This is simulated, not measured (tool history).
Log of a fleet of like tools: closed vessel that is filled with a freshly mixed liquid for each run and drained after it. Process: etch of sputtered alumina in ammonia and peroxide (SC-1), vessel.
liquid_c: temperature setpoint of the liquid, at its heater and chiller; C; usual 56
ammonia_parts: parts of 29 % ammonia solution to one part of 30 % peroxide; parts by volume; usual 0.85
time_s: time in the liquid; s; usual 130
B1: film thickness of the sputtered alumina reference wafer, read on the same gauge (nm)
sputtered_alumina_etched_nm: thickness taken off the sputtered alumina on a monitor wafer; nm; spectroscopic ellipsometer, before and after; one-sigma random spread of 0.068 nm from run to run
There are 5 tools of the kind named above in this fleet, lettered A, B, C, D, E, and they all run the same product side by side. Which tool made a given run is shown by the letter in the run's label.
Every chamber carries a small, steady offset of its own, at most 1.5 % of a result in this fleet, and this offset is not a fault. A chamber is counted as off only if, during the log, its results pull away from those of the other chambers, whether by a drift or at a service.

run 1A hour=7.6 | liquid_c=56 ammonia_parts=0.85 time_s=130 | B1=139.95 | sputtered_alumina_etched_nm=8.8225
run 2C hour=18.8 | liquid_c=56 ammonia_parts=0.85 time_s=130 | B1=140.03 | sputtered_alumina_etched_nm=8.9184
run 3E hour=29.4 | liquid_c=56 ammonia_parts=0.85 time_s=130 | B1=140.03 | sputtered_alumina_etched_nm=8.7401
-- hour=39.7 chamber E: new drum of ammonia solution connected
run 4B hour=43.7 | liquid_c=56 ammonia_parts=0.85 time_s=130 | B1=139.99 | sputtered_alumina_etched_nm=8.746
run 5D hour=55.4 | liquid_c=56 ammonia_parts=0.85 time_s=130 | B1=140.03 | sputtered_alumina_etched_nm=8.7215
run 6D hour=62.5 | liquid_c=56 ammonia_parts=0.85 time_s=130 | B1=140 | sputtered_alumina_etched_nm=8.7228
-- hour=66.2 chamber C: new drum of ammonia solution connected
run 7A hour=78 | liquid_c=56 ammonia_parts=0.85 time_s=130 | B1=140 | sputtered_alumina_etched_nm=8.7218
run 8E hour=87.9 | liquid_c=56 ammonia_parts=1 time_s=130 | B1=140.01 | sputtered_alumina_etched_nm=8.965
run 9C hour=94.6 | liquid_c=56 ammonia_parts=1 time_s=130 | B1=139.97 | sputtered_alumina_etched_nm=9.0843
run 10B hour=104.4 | liquid_c=56 ammonia_parts=1 time_s=130 | B1=139.99 | sputtered_alumina_etched_nm=8.8407
-- hour=113.5 chamber A: ammonia flow meter replaced
run 11E hour=118 | liquid_c=56 ammonia_parts=1 time_s=130 | B1=139.98 | sputtered_alumina_etched_nm=8.8091
run 12B hour=129.6 | liquid_c=56 ammonia_parts=1 time_s=130 | B1=139.99 | sputtered_alumina_etched_nm=8.9553
run 13A hour=140.5 | liquid_c=56 ammonia_parts=0.85 time_s=130 | B1=139.99 | sputtered_alumina_etched_nm=8.7907
run 14C hour=153.6 | liquid_c=56 ammonia_parts=0.65 time_s=160 | B1=140.01 | sputtered_alumina_etched_nm=10.565
run 15D hour=163.5 | liquid_c=56 ammonia_parts=0.65 time_s=160 | B1=140 | sputtered_alumina_etched_nm=10.401
run 16B hour=175.2 | liquid_c=56 ammonia_parts=0.65 time_s=160 | B1=140.02 | sputtered_alumina_etched_nm=10.521
run 17C hour=185.5 | liquid_c=56 ammonia_parts=0.65 time_s=160 | B1=140.01 | sputtered_alumina_etched_nm=10.582
run 18D hour=194.3 | liquid_c=56 ammonia_parts=0.65 time_s=160 | B1=140.01 | sputtered_alumina_etched_nm=10.46
run 19A hour=203.5 | liquid_c=56 ammonia_parts=0.85 time_s=130 | B1=139.96 | sputtered_alumina_etched_nm=9.1121
run 20E hour=213.5 | liquid_c=56 ammonia_parts=1.15 time_s=130 | B1=140 | sputtered_alumina_etched_nm=9.012
-- hour=218.1 chamber D: new drum of ammonia solution connected
run 21C hour=224.6 | liquid_c=56 ammonia_parts=1.15 time_s=130 | B1=140 | sputtered_alumina_etched_nm=9.0248
-- hour=237.6 chamber E: ammonia flow meter replaced
run 22A hour=237.9 | liquid_c=56 ammonia_parts=1.15 time_s=130 | B1=140.04 | sputtered_alumina_etched_nm=9.3831
run 23E hour=253.3 | liquid_c=56 ammonia_parts=1.15 time_s=130 | B1=140.01 | sputtered_alumina_etched_nm=8.9263
run 24D hour=260.3 | liquid_c=56 ammonia_parts=1.15 time_s=130 | B1=139.98 | sputtered_alumina_etched_nm=9.0532
run 25B hour=272.6 | liquid_c=50 ammonia_parts=1.1 time_s=130 | B1=139.99 | sputtered_alumina_etched_nm=6.5903
run 26B hour=282.6 | liquid_c=50 ammonia_parts=1.1 time_s=130 | B1=140.01 | sputtered_alumina_etched_nm=6.553
run 27C hour=294.9 | liquid_c=50 ammonia_parts=1.1 time_s=130 | B1=140 | sputtered_alumina_etched_nm=6.6129
run 28E hour=304.5 | liquid_c=50 ammonia_parts=1.1 time_s=130 | B1=139.99 | sputtered_alumina_etched_nm=6.4698
run 29A hour=314.9 | liquid_c=50 ammonia_parts=1.1 time_s=130 | B1=140.04 | sputtered_alumina_etched_nm=7.0211
run 30D hour=327.1 | liquid_c=56 ammonia_parts=0.85 time_s=130 | B1=139.99 | sputtered_alumina_etched_nm=8.7095
run 31D hour=338.9 | liquid_c=56 ammonia_parts=0.85 time_s=130 | B1=140.04 | sputtered_alumina_etched_nm=8.8912

Is one chamber off against the others, does the gauge drift, or is nothing wrong? If a chamber is off, say which, and what the likeliest cause is.

One chamber, A, drifts off from the rest bit by bit.
Most likely cause: liquid hotter than its thermometer reads (K) = 1.66.

Chamber A could run next with any of the 4 candidate recipes listed below; each alters the usual settings, and their results appear as question marks. Which one brings its results back in line with what the other chambers deliver on the usual settings?
Maximum distance from the other chambers' mean on the usual settings for a result to count as in line: sputtered_alumina_etched_nm 0.24 nm
run 32A-1 hour=350 | liquid_c=55.5 ammonia_parts=0.85 time_s=130 | sputtered_alumina_etched_nm=?
run 32A-2 hour=350 | liquid_c=56 ammonia_parts=0.85 time_s=135 | sputtered_alumina_etched_nm=?
run 32A-3 hour=350 | liquid_c=57 ammonia_parts=0.85 time_s=135 | sputtered_alumina_etched_nm=?
run 32A-4 hour=350 | liquid_c=56 ammonia_parts=0.85 time_s=120 | sputtered_alumina_etched_nm=?

The mean the other chambers reach with the usual settings: sputtered_alumina_etched_nm 8.7676 nm
run=32A-1 sputtered_alumina_etched_nm=9.2179
run=32A-2 sputtered_alumina_etched_nm=9.8309
run=32A-3 sputtered_alumina_etched_nm=10.355
run=32A-4 sputtered_alumina_etched_nm=8.7386
It is 32A-4 that realigns the chamber with its peers.
